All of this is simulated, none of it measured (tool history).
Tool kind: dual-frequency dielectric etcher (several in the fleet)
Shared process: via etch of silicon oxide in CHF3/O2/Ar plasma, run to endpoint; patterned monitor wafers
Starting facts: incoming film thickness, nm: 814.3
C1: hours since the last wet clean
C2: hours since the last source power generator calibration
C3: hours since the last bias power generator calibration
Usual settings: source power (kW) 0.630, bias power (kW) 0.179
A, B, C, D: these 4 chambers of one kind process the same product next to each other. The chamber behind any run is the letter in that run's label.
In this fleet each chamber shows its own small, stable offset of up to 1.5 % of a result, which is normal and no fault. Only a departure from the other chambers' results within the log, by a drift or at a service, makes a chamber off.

{"run": "1C", "day": 0.267, "source power (kW)": 0.63, "bias power (kW)": 0.179, "C1": 310.8, "C2": 2772.3, "C3": 1348.0, "endpoint time (s)": 409.64}
{"run": "2D", "day": 0.508, "source power (kW)": 0.63, "bias power (kW)": 0.179, "C1": 283.1, "C2": 199.0, "C3": 4156.8, "endpoint time (s)": 409.82}
{"run": "3B", "day": 0.783, "source power (kW)": 0.63, "bias power (kW)": 0.179, "C1": 258.9, "C2": 995.9, "C3": 3609.2, "endpoint time (s)": 415.57}
{"run": "4A", "day": 0.975, "source power (kW)": 0.63, "bias power (kW)": 0.179, "C1": 436.4, "C2": 3519.6, "C3": 1422.8, "endpoint time (s)": 400.34}
{"run": "5D", "day": 1.242, "source power (kW)": 0.63, "bias power (kW)": 0.179, "C1": 300.7, "C2": 216.6, "C3": 4174.4, "endpoint time (s)": 401.99}
{"run": "6C", "day": 1.404, "source power (kW)": 0.49, "bias power (kW)": 0.195, "C1": 338.1, "C2": 2799.6, "C3": 1375.3, "endpoint time (s)": 436.41}
{"run": "7A", "day": 1.562, "source power (kW)": 0.49, "bias power (kW)": 0.195, "C1": 450.5, "C2": 3533.7, "C3": 1436.9, "endpoint time (s)": 429.6}
{"run": "8B", "day": 1.796, "source power (kW)": 0.49, "bias power (kW)": 0.195, "C1": 283.2, "C2": 1020.2, "C3": 3633.5, "endpoint time (s)": 438.21}
{"run": "9C", "day": 2.017, "source power (kW)": 0.49, "bias power (kW)": 0.195, "C1": 352.8, "C2": 2814.3, "C3": 1390.0, "endpoint time (s)": 440.32}
{"run": "10B", "day": 2.229, "source power (kW)": 0.63, "bias power (kW)": 0.179, "C1": 293.6, "C2": 1030.6, "C3": 3643.9, "endpoint time (s)": 406.85}
{"run": "11A", "day": 2.421, "source power (kW)": 0.49, "bias power (kW)": 0.136, "C1": 471.1, "C2": 3554.3, "C3": 1457.5, "endpoint time (s)": 481.97}
{"run": "12D", "day": 2.638, "source power (kW)": 0.49, "bias power (kW)": 0.136, "C1": 334.2, "C2": 250.1, "C3": 4207.9, "endpoint time (s)": 493.0}
{"run": "13B", "day": 2.783, "source power (kW)": 0.49, "bias power (kW)": 0.136, "C1": 306.9, "C2": 1043.9, "C3": 3657.2, "endpoint time (s)": 490.62}
{"run": "14D", "day": 3.046, "source power (kW)": 0.49, "bias power (kW)": 0.136, "C1": 344.0, "C2": 259.9, "C3": 4217.7, "endpoint time (s)": 487.89}
{"run": "15A", "day": 3.304, "source power (kW)": 0.63, "bias power (kW)": 0.179, "C1": 492.3, "C2": 3575.5, "C3": 1478.7, "endpoint time (s)": 400.04}
{"run": "16C", "day": 3.475, "source power (kW)": 0.63, "bias power (kW)": 0.217, "C1": 387.8, "C2": 2849.3, "C3": 1425.0, "endpoint time (s)": 381.6}
{"run": "17D", "day": 3.692, "source power (kW)": 0.63, "bias power (kW)": 0.217, "C1": 359.5, "C2": 275.4, "C3": 4233.2, "endpoint time (s)": 376.15}
{"run": "18B", "day": 3.833, "source power (kW)": 0.63, "bias power (kW)": 0.217, "C1": 332.1, "C2": 1069.1, "C3": 3682.4, "endpoint time (s)": 384.51}
{"run": "19C", "day": 3.996, "source power (kW)": 0.63, "bias power (kW)": 0.217, "C1": 400.3, "C2": 2861.8, "C3": 1437.5, "endpoint time (s)": 380.23}
{"day": 4.15, "done": "chamber B: bias power generator calibrated"}
{"run": "20A", "day": 4.188, "source power (kW)": 0.63, "bias power (kW)": 0.179, "C1": 513.5, "C2": 3596.7, "C3": 1499.9, "endpoint time (s)": 403.42}
{"day": 4.258, "done": "chamber A: wet clean of the chamber"}
{"run": "21C", "day": 4.45, "source power (kW)": 0.71, "bias power (kW)": 0.153, "C1": 411.2, "C2": 2872.7, "C3": 1448.4, "endpoint time (s)": 410.17}
{"day": 4.467, "done": "chamber A: source power generator calibrated"}
{"run": "22A", "day": 4.667, "source power (kW)": 0.71, "bias power (kW)": 0.153, "C1": 9.9, "C2": 4.8, "C3": 1511.4, "endpoint time (s)": 408.54}
{"run": "23D", "day": 4.933, "source power (kW)": 0.71, "bias power (kW)": 0.153, "C1": 389.3, "C2": 305.2, "C3": 4263.0, "endpoint time (s)": 407.1}
{"run": "24B", "day": 5.092, "source power (kW)": 0.71, "bias power (kW)": 0.153, "C1": 362.3, "C2": 1099.3, "C3": 22.6, "endpoint time (s)": 408.99}
{"run": "25A", "day": 5.346, "source power (kW)": 0.63, "bias power (kW)": 0.179, "C1": 26.2, "C2": 21.1, "C3": 1527.7, "endpoint time (s)": 401.19}

One chamber off, gauge drift, or nothing amiss beyond the chambers' own small offsets? If it is a chamber, which one, and what is the likeliest cause?

Neither any chamber nor the gauge drifts; the chambers differ only by their own small, steady offsets.
